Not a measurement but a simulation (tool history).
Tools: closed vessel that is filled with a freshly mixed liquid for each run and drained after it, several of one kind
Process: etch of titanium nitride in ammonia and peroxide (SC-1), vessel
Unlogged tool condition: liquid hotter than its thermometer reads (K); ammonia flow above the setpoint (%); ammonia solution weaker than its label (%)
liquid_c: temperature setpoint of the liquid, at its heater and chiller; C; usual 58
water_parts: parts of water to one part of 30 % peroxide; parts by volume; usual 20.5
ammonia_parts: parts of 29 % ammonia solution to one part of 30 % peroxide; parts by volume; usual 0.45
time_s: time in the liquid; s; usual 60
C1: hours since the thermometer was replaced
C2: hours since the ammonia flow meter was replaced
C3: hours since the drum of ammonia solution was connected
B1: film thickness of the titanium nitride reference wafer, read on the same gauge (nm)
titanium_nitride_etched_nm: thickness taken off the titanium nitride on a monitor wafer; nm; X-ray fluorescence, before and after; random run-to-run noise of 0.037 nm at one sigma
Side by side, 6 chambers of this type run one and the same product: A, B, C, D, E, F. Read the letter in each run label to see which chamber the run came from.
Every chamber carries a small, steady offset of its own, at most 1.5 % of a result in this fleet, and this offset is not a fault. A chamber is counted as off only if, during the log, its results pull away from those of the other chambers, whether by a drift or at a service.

{"run": "1E", "hour": 5.4, "liquid_c": 58, "water_parts": 20.5, "ammonia_parts": 0.45, "time_s": 60, "C1": 568.4, "C2": 725.7, "C3": 43.4, "B1": 79.984, "titanium_nitride_etched_nm": 7.5132}
{"run": "2A", "hour": 13.6, "liquid_c": 58, "water_parts": 20.5, "ammonia_parts": 0.45, "time_s": 60, "C1": 827.8, "C2": 385.9, "C3": 302.5, "B1": 80.007, "titanium_nitride_etched_nm": 7.4048}
{"run": "3D", "hour": 19.1, "liquid_c": 58, "water_parts": 20.5, "ammonia_parts": 0.45, "time_s": 60, "C1": 1641.3, "C2": 325.3, "C3": 712.9, "B1": 80.043, "titanium_nitride_etched_nm": 7.5373}
{"run": "4C", "hour": 26.5, "liquid_c": 58, "water_parts": 20.5, "ammonia_parts": 0.45, "time_s": 60, "C1": 1423.1, "C2": 1051.6, "C3": 86.9, "B1": 80.037, "titanium_nitride_etched_nm": 7.494}
{"run": "5B", "hour": 32.6, "liquid_c": 58, "water_parts": 20.5, "ammonia_parts": 0.45, "time_s": 60, "C1": 1403.2, "C2": 1620.1, "C3": 333.3, "B1": 80.003, "titanium_nitride_etched_nm": 7.5335}
{"run": "6F", "hour": 44.5, "liquid_c": 58, "water_parts": 20.5, "ammonia_parts": 0.35, "time_s": 60, "C1": 1332.4, "C2": 873.3, "C3": 593.7, "B1": 80.023, "titanium_nitride_etched_nm": 7.2546}
{"run": "7C", "hour": 54.3, "liquid_c": 58, "water_parts": 20.5, "ammonia_parts": 0.35, "time_s": 60, "C1": 1450.9, "C2": 1079.4, "C3": 114.7, "B1": 79.984, "titanium_nitride_etched_nm": 7.118}
{"run": "8F", "hour": 63.4, "liquid_c": 58, "water_parts": 20.5, "ammonia_parts": 0.35, "time_s": 60, "C1": 1351.3, "C2": 892.2, "C3": 612.6, "B1": 80.009, "titanium_nitride_etched_nm": 7.2786}
{"run": "9B", "hour": 69.0, "liquid_c": 58, "water_parts": 20.5, "ammonia_parts": 0.35, "time_s": 60, "C1": 1439.6, "C2": 1656.5, "C3": 369.7, "B1": 79.987, "titanium_nitride_etched_nm": 7.224}
{"run": "10A", "hour": 78.4, "liquid_c": 58, "water_parts": 20.5, "ammonia_parts": 0.35, "time_s": 60, "C1": 892.6, "C2": 450.7, "C3": 367.3, "B1": 80.013, "titanium_nitride_etched_nm": 7.0659}
{"run": "11D", "hour": 86.1, "liquid_c": 58, "water_parts": 20.5, "ammonia_parts": 0.35, "time_s": 60, "C1": 1708.3, "C2": 392.3, "C3": 779.9, "B1": 79.997, "titanium_nitride_etched_nm": 7.2406}
{"run": "12E", "hour": 94.4, "liquid_c": 58, "water_parts": 13, "ammonia_parts": 0.45, "time_s": 60, "C1": 657.4, "C2": 814.7, "C3": 132.4, "B1": 80.023, "titanium_nitride_etched_nm": 9.6457}
{"hour": 94.7, "done": "chamber A: ammonia flow meter replaced"}
{"run": "13D", "hour": 102.2, "liquid_c": 58, "water_parts": 13, "ammonia_parts": 0.45, "time_s": 60, "C1": 1724.4, "C2": 408.4, "C3": 796, "B1": 80.029, "titanium_nitride_etched_nm": 9.7212}
{"run": "14E", "hour": 113.9, "liquid_c": 58, "water_parts": 13, "ammonia_parts": 0.45, "time_s": 60, "C1": 676.9, "C2": 834.2, "C3": 151.9, "B1": 80.028, "titanium_nitride_etched_nm": 9.6723}
{"run": "15A", "hour": 124.1, "liquid_c": 58, "water_parts": 13, "ammonia_parts": 0.45, "time_s": 60, "C1": 938.3, "C2": 29.4, "C3": 413, "B1": 80.019, "titanium_nitride_etched_nm": 9.4578}
{"run": "16C", "hour": 130.1, "liquid_c": 58, "water_parts": 13, "ammonia_parts": 0.45, "time_s": 60, "C1": 1526.7, "C2": 1155.2, "C3": 190.5, "B1": 79.98, "titanium_nitride_etched_nm": 9.7418}
{"run": "17F", "hour": 137.4, "liquid_c": 58, "water_parts": 13, "ammonia_parts": 0.45, "time_s": 60, "C1": 1425.3, "C2": 966.2, "C3": 686.6, "B1": 80.021, "titanium_nitride_etched_nm": 9.7653}
{"run": "18B", "hour": 146.5, "liquid_c": 58, "water_parts": 20.5, "ammonia_parts": 0.45, "time_s": 60, "C1": 1517.1, "C2": 1734, "C3": 447.2, "B1": 79.997, "titanium_nitride_etched_nm": 7.4506}
{"run": "19F", "hour": 158.1, "liquid_c": 58, "water_parts": 20.5, "ammonia_parts": 0.45, "time_s": 60, "C1": 1446, "C2": 986.9, "C3": 707.3, "B1": 80.023, "titanium_nitride_etched_nm": 7.5786}
{"run": "20D", "hour": 167.4, "liquid_c": 58, "water_parts": 20.5, "ammonia_parts": 0.3, "time_s": 60, "C1": 1789.6, "C2": 473.6, "C3": 861.2, "B1": 79.983, "titanium_nitride_etched_nm": 6.9974}
{"run": "21A", "hour": 174.1, "liquid_c": 58, "water_parts": 20.5, "ammonia_parts": 0.3, "time_s": 60, "C1": 988.3, "C2": 79.4, "C3": 463, "B1": 79.992, "titanium_nitride_etched_nm": 6.8487}
{"run": "22E", "hour": 185.0, "liquid_c": 58, "water_parts": 20.5, "ammonia_parts": 0.3, "time_s": 60, "C1": 748, "C2": 905.3, "C3": 223, "B1": 80.003, "titanium_nitride_etched_nm": 6.9136}
{"hour": 190.3, "done": "chamber A: new drum of ammonia solution connected"}
{"run": "23C", "hour": 192.8, "liquid_c": 58, "water_parts": 20.5, "ammonia_parts": 0.3, "time_s": 60, "C1": 1589.4, "C2": 1217.9, "C3": 253.2, "B1": 80.003, "titanium_nitride_etched_nm": 7.1096}
{"run": "24B", "hour": 201.8, "liquid_c": 58, "water_parts": 20.5, "ammonia_parts": 0.3, "time_s": 60, "C1": 1572.4, "C2": 1789.3, "C3": 502.5, "B1": 80.009, "titanium_nitride_etched_nm": 6.9745}
{"run": "25D", "hour": 211.5, "liquid_c": 58, "water_parts": 20.5, "ammonia_parts": 0.3, "time_s": 60, "C1": 1833.7, "C2": 517.7, "C3": 905.3, "B1": 79.984, "titanium_nitride_etched_nm": 7.0353}
{"run": "26A", "hour": 220.9, "liquid_c": 58, "water_parts": 20.5, "ammonia_parts": 0.45, "time_s": 60, "C1": 1035.1, "C2": 126.2, "C3": 30.7, "B1": 79.996, "titanium_nitride_etched_nm": 7.4711}
{"run": "27B", "hour": 228.7, "liquid_c": 58, "water_parts": 20.5, "ammonia_parts": 0.45, "time_s": 60, "C1": 1599.3, "C2": 1816.2, "C3": 529.4, "B1": 79.99, "titanium_nitride_etched_nm": 7.4653}
{"run": "28F", "hour": 240.4, "liquid_c": 58, "water_parts": 20.5, "ammonia_parts": 0.45, "time_s": 60, "C1": 1528.3, "C2": 1069.2, "C3": 789.6, "B1": 80.033, "titanium_nitride_etched_nm": 7.626}
{"run": "29E", "hour": 249.7, "liquid_c": 58, "water_parts": 20.5, "ammonia_parts": 0.45, "time_s": 60, "C1": 812.7, "C2": 970, "C3": 287.7, "B1": 79.989, "titanium_nitride_etched_nm": 7.4778}
{"run": "30C", "hour": 258.3, "liquid_c": 58, "water_parts": 20.5, "ammonia_parts": 0.45, "time_s": 60, "C1": 1654.9, "C2": 1283.4, "C3": 318.7, "B1": 80.019, "titanium_nitride_etched_nm": 7.8237}
{"run": "31D", "hour": 266.8, "liquid_c": 58, "water_parts": 20.5, "ammonia_parts": 0.45, "time_s": 60, "C1": 1889, "C2": 573, "C3": 960.6, "B1": 79.983, "titanium_nitride_etched_nm": 7.5814}
{"run": "32A", "hour": 275.8, "liquid_c": 58, "water_parts": 20.5, "ammonia_parts": 0.6, "time_s": 60, "C1": 1090, "C2": 181.1, "C3": 85.6, "B1": 80.012, "titanium_nitride_etched_nm": 7.7947}
{"run": "33C", "hour": 282.6, "liquid_c": 58, "water_parts": 20.5, "ammonia_parts": 0.6, "time_s": 60, "C1": 1679.2, "C2": 1307.7, "C3": 343, "B1": 80.003, "titanium_nitride_etched_nm": 8.2926}
{"run": "34E", "hour": 293.9, "liquid_c": 58, "water_parts": 20.5, "ammonia_parts": 0.6, "time_s": 60, "C1": 856.9, "C2": 1014.2, "C3": 331.9, "B1": 79.989, "titanium_nitride_etched_nm": 7.8431}
{"run": "35B", "hour": 304.9, "liquid_c": 58, "water_parts": 20.5, "ammonia_parts": 0.6, "time_s": 60, "C1": 1675.5, "C2": 1892.4, "C3": 605.6, "B1": 79.974, "titanium_nitride_etched_nm": 7.9405}
{"run": "36F", "hour": 312.8, "liquid_c": 58, "water_parts": 20.5, "ammonia_parts": 0.6, "time_s": 60, "C1": 1600.7, "C2": 1141.6, "C3": 862, "B1": 79.982, "titanium_nitride_etched_nm": 7.9929}

Decide between three cases: one chamber stands off from its peers, the gauge reading all wafers drifts, or nothing is wrong past each chamber's small offset. Where a chamber is off, say which and what most likely put it there.

Little by little, chamber C moves away from the other chambers.
Likeliest cause: liquid hotter than its thermometer reads (K) = 0.771.

Which of the 4 candidates below, each the usual settings with something changed and its results left as question marks, puts chamber C back in line with what the other chambers give on the usual settings?
In line means no further than this from the other chambers' mean on the usual settings: titanium_nitride_etched_nm 0.13 nm
{"run": "37C-1", "hour": 321.6, "liquid_c": 58, "water_parts": 20.5, "ammonia_parts": 0.5, "time_s": 60, "titanium_nitride_etched_nm": "?"}
{"run": "37C-2", "hour": 321.6, "liquid_c": 57.5, "water_parts": 21, "ammonia_parts": 0.45, "time_s": 60, "titanium_nitride_etched_nm": "?"}
{"run": "37C-3", "hour": 321.6, "liquid_c": 58, "water_parts": 20.5, "ammonia_parts": 0.4, "time_s": 60, "titanium_nitride_etched_nm": "?"}
{"run": "37C-4", "hour": 321.6, "liquid_c": 58.5, "water_parts": 20, "ammonia_parts": 0.45, "time_s": 60, "titanium_nitride_etched_nm": "?"}

Usual-settings mean across the other chambers: titanium_nitride_etched_nm 7.5141 nm
run=37C-1 titanium_nitride_etched_nm=8.0809
run=37C-2 titanium_nitride_etched_nm=7.5603
run=37C-3 titanium_nitride_etched_nm=7.7445
run=37C-4 titanium_nitride_etched_nm=8.3007
37C-2 is the one that brings the chamber's results back in line with the other chambers.

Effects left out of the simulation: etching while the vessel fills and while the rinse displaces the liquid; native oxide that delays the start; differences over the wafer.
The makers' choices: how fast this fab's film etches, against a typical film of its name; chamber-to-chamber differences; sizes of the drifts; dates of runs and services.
